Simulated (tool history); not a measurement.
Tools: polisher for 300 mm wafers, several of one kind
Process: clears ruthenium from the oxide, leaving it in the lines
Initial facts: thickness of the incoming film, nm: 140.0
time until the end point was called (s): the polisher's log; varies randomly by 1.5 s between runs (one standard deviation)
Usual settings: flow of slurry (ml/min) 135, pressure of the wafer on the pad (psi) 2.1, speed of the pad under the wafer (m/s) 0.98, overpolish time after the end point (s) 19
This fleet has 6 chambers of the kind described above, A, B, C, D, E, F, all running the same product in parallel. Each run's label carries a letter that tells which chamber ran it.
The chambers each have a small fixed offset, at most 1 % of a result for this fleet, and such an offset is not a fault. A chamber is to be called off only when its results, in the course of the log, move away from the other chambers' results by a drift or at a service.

run   hour  flow of slurry (ml/min)  pressure of the wafer on the pad (psi)  speed of the pad under the wafer (m/s)  overpolish time after the end point (s)  wafers polished on this pad  hours since the slurry nozzle was cleaned  hours since the head pressure was calibrated  time until the end point was called (s)
 1D    5.7                      135                                     2.1                                    0.98                                       19                          635                                      317.1                                        1024.3                                   120.02
       9.8  -- chamber A: worn pad replaced by a new one
 2A   14.2                      135                                     2.1                                    0.98                                       19                           26                                      123.9                                         596.2                                   117.58
      15.5  -- chamber D: worn pad replaced by a new one
 3E   23.5                      135                                     2.1                                    0.98                                       19                          546                                      369.5                                         345.5                                   117.62
 4B     29                      135                                     2.1                                    0.98                                       19                         1043                                      707.3                                         257.8                                   115.75
      33.7  -- chamber B: worn pad replaced by a new one
 5C   35.4                      115                                     2.1                                     1.3                                       19                          401                                      592.7                                           305                                   93.759
 6F   43.3                      115                                     2.1                                     1.3                                       19                          432                                        422                                         245.5                                   93.255
 7C   52.6                      115                                     2.1                                     1.3                                       19                          501                                      609.9                                         322.2                                   94.295
 8F   60.1                      115                                     2.1                                     1.3                                       19                          530                                      438.8                                         262.3                                   94.629
      65.4  -- chamber C: slurry nozzle cleaned
 9E   67.3                      115                                     2.1                                     1.3                                       19                          802                                      413.3                                         389.3                                   93.441
      68.9  -- chamber D: head pressure recalibrated
10A     75                      115                                     2.1                                     1.3                                       19                          382                                      184.7                                           657                                   95.118
      77.8  -- chamber D: slurry nozzle cleaned
11D   80.4                      180                                     2.1                                    0.98                                       19                          380                                        2.6                                          11.6                                    114.2
12B   88.2                      180                                     2.1                                    0.98                                       19                          318                                      766.5                                           317                                   111.99
13B   92.7                      180                                     2.1                                    0.98                                       19                          345                                        771                                         321.5                                   112.14
        93  -- chamber F: worn pad replaced by a new one
      95.9  -- chamber C: worn pad replaced by a new one
14F     99                      180                                     2.1                                    0.98                                       19                           35                                      477.7                                         301.2                                   112.61
15A  108.4                      180                                     2.1                                    0.98                                       19                          577                                      218.1                                         690.4                                   113.42
16E  116.1                      180                                     2.1                                    0.98                                       19                         1087                                      462.1                                         438.1                                   116.46
     117.7  -- chamber F: slurry nozzle cleaned
17C  122.6                      135                                     2.1                                    0.98                                       19                          156                                       57.3                                         392.2                                   118.99
18D  130.5                      135                                     2.1                                    0.98                                       19                          673                                       52.7                                          61.7                                   120.84
19E  138.9                      135                                     2.1                                    0.98                                       19                         1221                                      484.9                                         460.9                                   122.99
     147.3  -- chamber D: worn pad replaced by a new one
20F    148                      135                                     2.1                                    0.98                                       19                          321                                       30.3                                         350.2                                   120.01
     151.2  -- chamber A: worn pad replaced by a new one
     151.9  -- chamber A: head pressure recalibrated
21A  152.7                      135                                     2.1                                    0.98                                       19                            8                                      262.4                                           0.9                                   137.43
     153.5  -- chamber E: worn pad replaced by a new one
22C  161.5                      135                                     2.1                                    0.98                                       19                          384                                       96.2                                         431.1                                   119.52
23B  166.1                      135                                     2.1                                    0.98                                       19                          774                                      844.4                                         394.9                                   118.68
24D  170.8                      135                                     2.1                                    0.98                                       19                          137                                         93                                           102                                   121.86
     171.7  -- chamber B: worn pad replaced by a new one
25E  178.3                      135                                     2.1                                    0.98                                       19                          145                                      524.3                                         500.3                                   121.01
26B  186.7                      135                                     2.1                                    0.98                                       19                           87                                        865                                         415.5                                   120.19
27D  194.9                      135                                     2.1                                    0.98                                       19                          278                                      117.1                                         126.1                                   119.59
28F  200.2                      135                                     2.1                                    0.98                                       19                          627                                       82.5                                         402.4                                   116.45
29A  209.1                      135                                     2.1                                    0.98                                       19                          338                                      318.8                                          57.3                                    138.4
     209.7  -- chamber B: slurry nozzle cleaned
30C  217.9                      110                                     2.1                                    0.98                                       10                          714                                      152.6                                         487.5                                   129.31
     219.7  -- chamber F: worn pad replaced by a new one
31B  226.2                      110                                     2.1                                    0.98                                       10                          319                                       16.5                                           455                                   123.62
     231.3  -- chamber C: worn pad replaced by a new one
32C  233.2                      110                                     2.1                                    0.98                                       10                           11                                      167.9                                         502.8                                   125.62
33D  240.7                      110                                     2.1                                    0.98                                       10                          546                                      162.9                                         171.9                                   125.51
34F  245.8                      110                                     2.1                                    0.98                                       10                          152                                      128.1                                           448                                   122.99
35E  254.5                      110                                     2.1                                    0.98                                       10                          591                                      600.5                                         576.5                                   124.99
36A  261.7                      135                                     2.1                                    0.98                                       19                          646                                      371.4                                         109.9                                   135.26
37C  267.6                      135                                     2.1                                    0.98                                       19                          212                                      202.3                                         537.2                                   120.79
38E  273.1                      135                                     2.1                                    0.98                                       19                          699                                      619.1                                         595.1                                   120.07
39F  281.8                      115                                     1.7                                    0.98                                       19                          363                                      164.1                                           484                                   150.34

All chambers now run identical settings, listed one chamber a line with results as question marks. What results will each chamber show?
40A  288.5                      135                                     2.1                                    0.76                                       19                                                                                                                                                              ?
40B  288.5                      135                                     2.1                                    0.76                                       19                                                                                                                                                              ?
40C  288.5                      135                                     2.1                                    0.76                                       19                                                                                                                                                              ?
40D  288.5                      135                                     2.1                                    0.76                                       19                                                                                                                                                              ?
40E  288.5                      135                                     2.1                                    0.76                                       19                                                                                                                                                              ?
40F  288.5                      135                                     2.1                                    0.76                                       19                                                                                                                                                              ?

run  time until the end point was called (s)
40A                                    174.2
40B                                   157.94
40C                                   158.97
40D                                   155.25
40E                                   159.01
40F                                   153.78

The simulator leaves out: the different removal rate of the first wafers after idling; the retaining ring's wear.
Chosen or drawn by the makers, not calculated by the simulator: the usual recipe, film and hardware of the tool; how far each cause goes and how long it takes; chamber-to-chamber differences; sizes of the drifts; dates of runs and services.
